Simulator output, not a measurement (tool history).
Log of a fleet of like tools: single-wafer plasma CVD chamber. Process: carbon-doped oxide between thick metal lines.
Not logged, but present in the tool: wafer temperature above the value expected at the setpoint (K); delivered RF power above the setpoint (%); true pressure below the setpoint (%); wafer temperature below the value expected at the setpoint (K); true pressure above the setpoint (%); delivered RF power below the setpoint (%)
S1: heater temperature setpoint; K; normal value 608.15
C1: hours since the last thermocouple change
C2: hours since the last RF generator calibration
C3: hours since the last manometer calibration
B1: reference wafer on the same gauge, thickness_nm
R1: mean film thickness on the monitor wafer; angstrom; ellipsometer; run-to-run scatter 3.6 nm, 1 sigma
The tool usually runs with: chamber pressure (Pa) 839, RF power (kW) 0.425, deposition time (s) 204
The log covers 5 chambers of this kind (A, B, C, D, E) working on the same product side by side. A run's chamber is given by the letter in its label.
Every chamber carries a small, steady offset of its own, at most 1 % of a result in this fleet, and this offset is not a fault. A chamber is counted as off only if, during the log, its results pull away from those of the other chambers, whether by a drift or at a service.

run 1C hour=11.8 | S1=608.15 chamber_pressure_(Pa)=839 RF_power_(kW)=0.425 deposition_time_(s)=204 | C1=78.5 C2=59.7 C3=114.9 | B1=926.36 | R1=9772.7
run 2A hour=23.4 | S1=608.15 chamber_pressure_(Pa)=839 RF_power_(kW)=0.425 deposition_time_(s)=204 | C1=1488.1 C2=179.6 C3=387.1 | B1=925.82 | R1=9782.6
-- hour=29.2 chamber B: RF generator calibrated
run 3B hour=32.7 | S1=608.15 chamber_pressure_(Pa)=839 RF_power_(kW)=0.425 deposition_time_(s)=204 | C1=1036.2 C2=3.5 C3=844.5 | B1=925.32 | R1=9924.6
run 4E hour=44.9 | S1=608.15 chamber_pressure_(Pa)=839 RF_power_(kW)=0.425 deposition_time_(s)=204 | C1=707.8 C2=1267.4 C3=1868.6 | B1=926.81 | R1=9884.1
run 5D hour=51.8 | S1=608.15 chamber_pressure_(Pa)=839 RF_power_(kW)=0.47 deposition_time_(s)=222 | C1=1139.9 C2=1136.5 C3=911.3 | B1=927.04 | R1=11615
run 6C hour=61 | S1=608.15 chamber_pressure_(Pa)=839 RF_power_(kW)=0.47 deposition_time_(s)=222 | C1=127.7 C2=108.9 C3=164.1 | B1=925.84 | R1=11467
run 7E hour=69.9 | S1=608.15 chamber_pressure_(Pa)=839 RF_power_(kW)=0.47 deposition_time_(s)=222 | C1=732.8 C2=1292.4 C3=1893.6 | B1=926.16 | R1=11618
run 8B hour=82.2 | S1=608.15 chamber_pressure_(Pa)=839 RF_power_(kW)=0.47 deposition_time_(s)=222 | C1=1085.7 C2=53 C3=894 | B1=926.6 | R1=11455
-- hour=82.7 chamber D: capacitance manometer re-zeroed and calibrated
run 9A hour=90.5 | S1=608.15 chamber_pressure_(Pa)=839 RF_power_(kW)=0.47 deposition_time_(s)=222 | C1=1555.2 C2=246.7 C3=454.2 | B1=926.51 | R1=11455
run 10D hour=98.6 | S1=608.15 chamber_pressure_(Pa)=839 RF_power_(kW)=0.425 deposition_time_(s)=204 | C1=1186.7 C2=1183.3 C3=16 | B1=926.15 | R1=9970.9
run 11D hour=105.2 | S1=608.15 chamber_pressure_(Pa)=839 RF_power_(kW)=0.425 deposition_time_(s)=204 | C1=1193.3 C2=1189.9 C3=22.6 | B1=925.81 | R1=9949.5
run 12A hour=119.4 | S1=608.15 chamber_pressure_(Pa)=839 RF_power_(kW)=0.425 deposition_time_(s)=204 | C1=1584.1 C2=275.6 C3=483.1 | B1=926.19 | R1=9771.1
run 13B hour=131.8 | S1=601.15 chamber_pressure_(Pa)=839 RF_power_(kW)=0.425 deposition_time_(s)=186 | C1=1135.3 C2=102.6 C3=943.6 | B1=926.4 | R1=9122.3
run 14E hour=144.4 | S1=601.15 chamber_pressure_(Pa)=839 RF_power_(kW)=0.425 deposition_time_(s)=186 | C1=807.3 C2=1366.9 C3=1968.1 | B1=925.93 | R1=9185.5
-- hour=145.4 chamber D: thermocouple changed; heater temperature recalibrated
run 15C hour=151.2 | S1=601.15 chamber_pressure_(Pa)=839 RF_power_(kW)=0.425 deposition_time_(s)=186 | C1=217.9 C2=199.1 C3=254.3 | B1=926.05 | R1=9169.7
run 16E hour=160.5 | S1=601.15 chamber_pressure_(Pa)=839 RF_power_(kW)=0.425 deposition_time_(s)=186 | C1=823.4 C2=1383 C3=1984.2 | B1=926.05 | R1=9224.2
run 17A hour=169.5 | S1=601.15 chamber_pressure_(Pa)=839 RF_power_(kW)=0.425 deposition_time_(s)=186 | C1=1634.2 C2=325.7 C3=533.2 | B1=926.64 | R1=9137.7
run 18B hour=177.9 | S1=608.15 chamber_pressure_(Pa)=839 RF_power_(kW)=0.425 deposition_time_(s)=204 | C1=1181.4 C2=148.7 C3=989.7 | B1=926.51 | R1=9818.9
run 19D hour=188 | S1=608.15 chamber_pressure_(Pa)=839 RF_power_(kW)=0.425 deposition_time_(s)=204 | C1=42.6 C2=1272.7 C3=105.4 | B1=927.14 | R1=9788
run 20C hour=199.8 | S1=608.15 chamber_pressure_(Pa)=839 RF_power_(kW)=0.425 deposition_time_(s)=204 | C1=266.5 C2=247.7 C3=302.9 | B1=925.98 | R1=9828.3
run 21E hour=209.8 | S1=608.15 chamber_pressure_(Pa)=839 RF_power_(kW)=0.425 deposition_time_(s)=204 | C1=872.7 C2=1432.3 C3=2033.5 | B1=925.49 | R1=9922.3
run 22D hour=219.1 | S1=608.15 chamber_pressure_(Pa)=839 RF_power_(kW)=0.425 deposition_time_(s)=204 | C1=73.7 C2=1303.8 C3=136.5 | B1=925.96 | R1=9797.5
run 23A hour=228.3 | S1=608.15 chamber_pressure_(Pa)=839 RF_power_(kW)=0.425 deposition_time_(s)=172 | C1=1693 C2=384.5 C3=592 | B1=926.71 | R1=8231
run 24C hour=242.4 | S1=608.15 chamber_pressure_(Pa)=839 RF_power_(kW)=0.425 deposition_time_(s)=172 | C1=309.1 C2=290.3 C3=345.5 | B1=926.09 | R1=8332
run 25B hour=250.2 | S1=608.15 chamber_pressure_(Pa)=839 RF_power_(kW)=0.425 deposition_time_(s)=172 | C1=1253.7 C2=221 C3=1062 | B1=925.93 | R1=8350.1
run 26C hour=262 | S1=608.15 chamber_pressure_(Pa)=839 RF_power_(kW)=0.425 deposition_time_(s)=172 | C1=328.7 C2=309.9 C3=365.1 | B1=926.39 | R1=8334.2
run 27B hour=271.4 | S1=608.15 chamber_pressure_(Pa)=839 RF_power_(kW)=0.425 deposition_time_(s)=172 | C1=1274.9 C2=242.2 C3=1083.2 | B1=926.1 | R1=8298.9
run 28A hour=280.2 | S1=608.15 chamber_pressure_(Pa)=839 RF_power_(kW)=0.425 deposition_time_(s)=204 | C1=1744.9 C2=436.4 C3=643.9 | B1=926.08 | R1=9832.5
run 29E hour=286.8 | S1=608.15 chamber_pressure_(Pa)=839 RF_power_(kW)=0.425 deposition_time_(s)=204 | C1=949.7 C2=1509.3 C3=2110.5 | B1=925.83 | R1=9869.6
run 30D hour=293.9 | S1=608.15 chamber_pressure_(Pa)=724 RF_power_(kW)=0.48 deposition_time_(s)=204 | C1=148.5 C2=1378.6 C3=211.3 | B1=927.14 | R1=10261
run 31E hour=305.2 | S1=608.15 chamber_pressure_(Pa)=724 RF_power_(kW)=0.48 deposition_time_(s)=204 | C1=968.1 C2=1527.7 C3=2128.9 | B1=926.24 | R1=10629
run 32C hour=311.5 | S1=608.15 chamber_pressure_(Pa)=724 RF_power_(kW)=0.48 deposition_time_(s)=204 | C1=378.2 C2=359.4 C3=414.6 | B1=925.96 | R1=10517
run 33B hour=319.9 | S1=608.15 chamber_pressure_(Pa)=724 RF_power_(kW)=0.48 deposition_time_(s)=204 | C1=1323.4 C2=290.7 C3=1131.7 | B1=925.55 | R1=10501
run 34D hour=331 | S1=608.15 chamber_pressure_(Pa)=724 RF_power_(kW)=0.48 deposition_time_(s)=204 | C1=185.6 C2=1415.7 C3=248.4 | B1=926.59 | R1=10210

Is one chamber off against the others, does the gauge drift, or is nothing wrong? If a chamber is off, say which, and what the likeliest cause is.

Chamber D drifts away from the others.
Most likely cause: delivered RF power below the setpoint (%) = 6.35.

Below are 4 candidate recipes for chamber D's next run, each the usual settings with a change, their results shown as question marks. Which of them brings D's results back in line with what the other chambers give on the usual settings?
In-line tolerance around the mean of the other chambers on the usual settings: R1 120 angstrom
run 35D-1 hour=341.3 | S1=608.15 chamber_pressure_(Pa)=839 RF_power_(kW)=0.425 deposition_time_(s)=212 | R1=?
run 35D-2 hour=341.3 | S1=608.15 chamber_pressure_(Pa)=839 RF_power_(kW)=0.425 deposition_time_(s)=201 | R1=?
run 35D-3 hour=341.3 | S1=608.15 chamber_pressure_(Pa)=839 RF_power_(kW)=0.435 deposition_time_(s)=204 | R1=?
run 35D-4 hour=341.3 | S1=608.15 chamber_pressure_(Pa)=839 RF_power_(kW)=0.42 deposition_time_(s)=199 | R1=?

Average result of the remaining chambers running the usual settings: R1 9857.2 angstrom
run=35D-1 R1=9872.2
run=35D-2 R1=9361.3
run=35D-3 R1=9661.2
run=35D-4 R1=9189.7
35D-1 is the one that brings the chamber's results back in line with the other chambers.

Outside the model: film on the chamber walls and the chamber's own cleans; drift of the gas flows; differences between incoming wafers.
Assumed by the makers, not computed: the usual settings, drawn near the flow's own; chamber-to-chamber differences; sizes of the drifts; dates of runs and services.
